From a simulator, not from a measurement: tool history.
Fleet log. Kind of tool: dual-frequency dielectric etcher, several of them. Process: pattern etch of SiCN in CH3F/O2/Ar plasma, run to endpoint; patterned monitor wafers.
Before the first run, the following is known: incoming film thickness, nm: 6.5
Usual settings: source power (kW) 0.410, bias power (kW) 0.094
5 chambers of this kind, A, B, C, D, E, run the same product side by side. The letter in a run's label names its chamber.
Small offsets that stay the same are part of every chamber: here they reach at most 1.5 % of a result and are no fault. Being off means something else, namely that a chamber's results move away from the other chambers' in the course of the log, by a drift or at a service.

run   hour  source power (kW)  bias power (kW)  hours since the last wet clean  hours since the last source power generator calibration  hours since the last bias power generator calibration  endpoint time (s)
 1E    4.0              0.410            0.094                           340.0                                                   3582.3                                                 1324.7             15.563
 2D    8.8              0.410            0.094                            45.2                                                   3242.5                                                 1931.5             15.618
 3A   17.7              0.410            0.094                           448.2                                                   2387.7                                                 1289.1             15.666
 4B   25.5              0.410            0.094                           298.9                                                   2961.8                                                   66.4             15.638
 5C   30.6              0.410            0.094                           372.0                                                   2479.3                                                 1796.9             15.761
 6D   37.0              0.360            0.103                            73.4                                                   3270.7                                                 1959.7             15.699
 7E   41.3              0.360            0.103                           377.3                                                   3619.6                                                 1362.0             15.809
 8C   48.6              0.360            0.103                           390.0                                                   2497.3                                                 1814.9             16.011
 9B   57.3              0.360            0.103                           330.7                                                   2993.6                                                   98.2             15.646
10A   65.2              0.360            0.103                           495.7                                                   2435.2                                                 1336.6             15.893
11E   69.5              0.380            0.094                           405.5                                                   3647.8                                                 1390.2             16.240
12C   78.0              0.380            0.094                           419.4                                                   2526.7                                                 1844.3             16.346
13A   84.0              0.380            0.094                           514.5                                                   2454.0                                                 1355.4             15.865
14D   88.1              0.380            0.094                           124.5                                                   3321.8                                                 2010.8             15.848
15B   95.1              0.380            0.094                           368.5                                                   3031.4                                                  136.0             16.025
16B  101.7              0.410            0.094                           375.1                                                   3038.0                                                  142.6             15.497
17A  107.5              0.410            0.094                           538.0                                                   2477.5                                                 1378.9             15.738
     112.1  -- chamber C: source power generator calibrated
18D  112.1              0.490            0.078                           148.5                                                   3345.8                                                 2034.8             15.597
19E  119.6              0.490            0.078                           455.6                                                   3697.9                                                 1440.3             15.666
     126.6  -- chamber E: wet clean of the chamber
20C  127.2              0.490            0.078                           468.6                                                     15.1                                                 1893.5             15.723
21C  133.8              0.490            0.078                           475.2                                                     21.7                                                 1900.1             15.791
22E  138.3              0.490            0.078                            11.8                                                   3716.6                                                 1459.0             15.395
     143.3  -- chamber C: wet clean of the chamber
     145.2  -- chamber B: wet clean of the chamber
23B  147.1              0.410            0.094                             1.9                                                   3083.4                                                  188.0             15.407
24D  154.7              0.410            0.094                           191.1                                                   3388.4                                                 2077.4             15.636
25A  159.2              0.410            0.094                           589.7                                                   2529.2                                                 1430.6             15.722
26B  167.2              0.410            0.094                            22.0                                                   3103.5                                                  208.1             15.434
     168.1  -- chamber A: wet clean of the chamber
27C  172.9              0.410            0.094                            29.6                                                     60.8                                                 1939.2             15.601
28E  180.6              0.410            0.094                            54.1                                                   3758.9                                                 1501.3             15.542
29D  185.4              0.410            0.094                           221.8                                                   3419.1                                                 2108.1             15.569
     189.5  -- chamber B: source power generator calibrated
30A  194.2              0.410            0.094                            26.2                                                   2564.2                                                 1465.6             15.631
31E  201.6              0.410            0.094                            75.1                                                   3779.9                                                 1522.3             15.729
32A  210.0              0.410            0.094                            42.0                                                   2580.0                                                 1481.4             15.582
33C  213.9              0.410            0.094                            70.6                                                    101.8                                                 1980.2             15.709
34B  222.7              0.410            0.094                            77.5                                                     33.2                                                  263.6             15.625
35D  228.5              0.410            0.094                           264.9                                                   3462.2                                                 2151.2             15.737
36D  235.1              0.410            0.094                           271.5                                                   3468.8                                                 2157.8             15.636
37E  241.4              0.410            0.094                           114.9                                                   3819.7                                                 1562.1             15.455
38C  250.2              0.410            0.094                           106.9                                                    138.1                                                 2016.5             15.690
39A  259.1              0.460            0.094                            91.1                                                   2629.1                                                 1530.5             14.977
40B  263.6              0.460            0.094                           118.4                                                     74.1                                                  304.5             14.888
41C  268.5              0.460            0.094                           125.2                                                    156.4                                                 2034.8             15.270
42B  274.8              0.460            0.094                           129.6                                                     85.3                                                  315.7             14.959
43D  281.0              0.460            0.094                           317.4                                                   3514.7                                                 2203.7             15.152
44A  287.0              0.410            0.094                           119.0                                                   2657.0                                                 1558.4             15.703

What goes on in this fleet: one chamber off, a drifting gauge, or nothing beyond the chambers' own small offsets? Name the chamber and the cause, if any.

No chamber is off and the gauge is stable; the differences are just each chamber's small, constant offset.
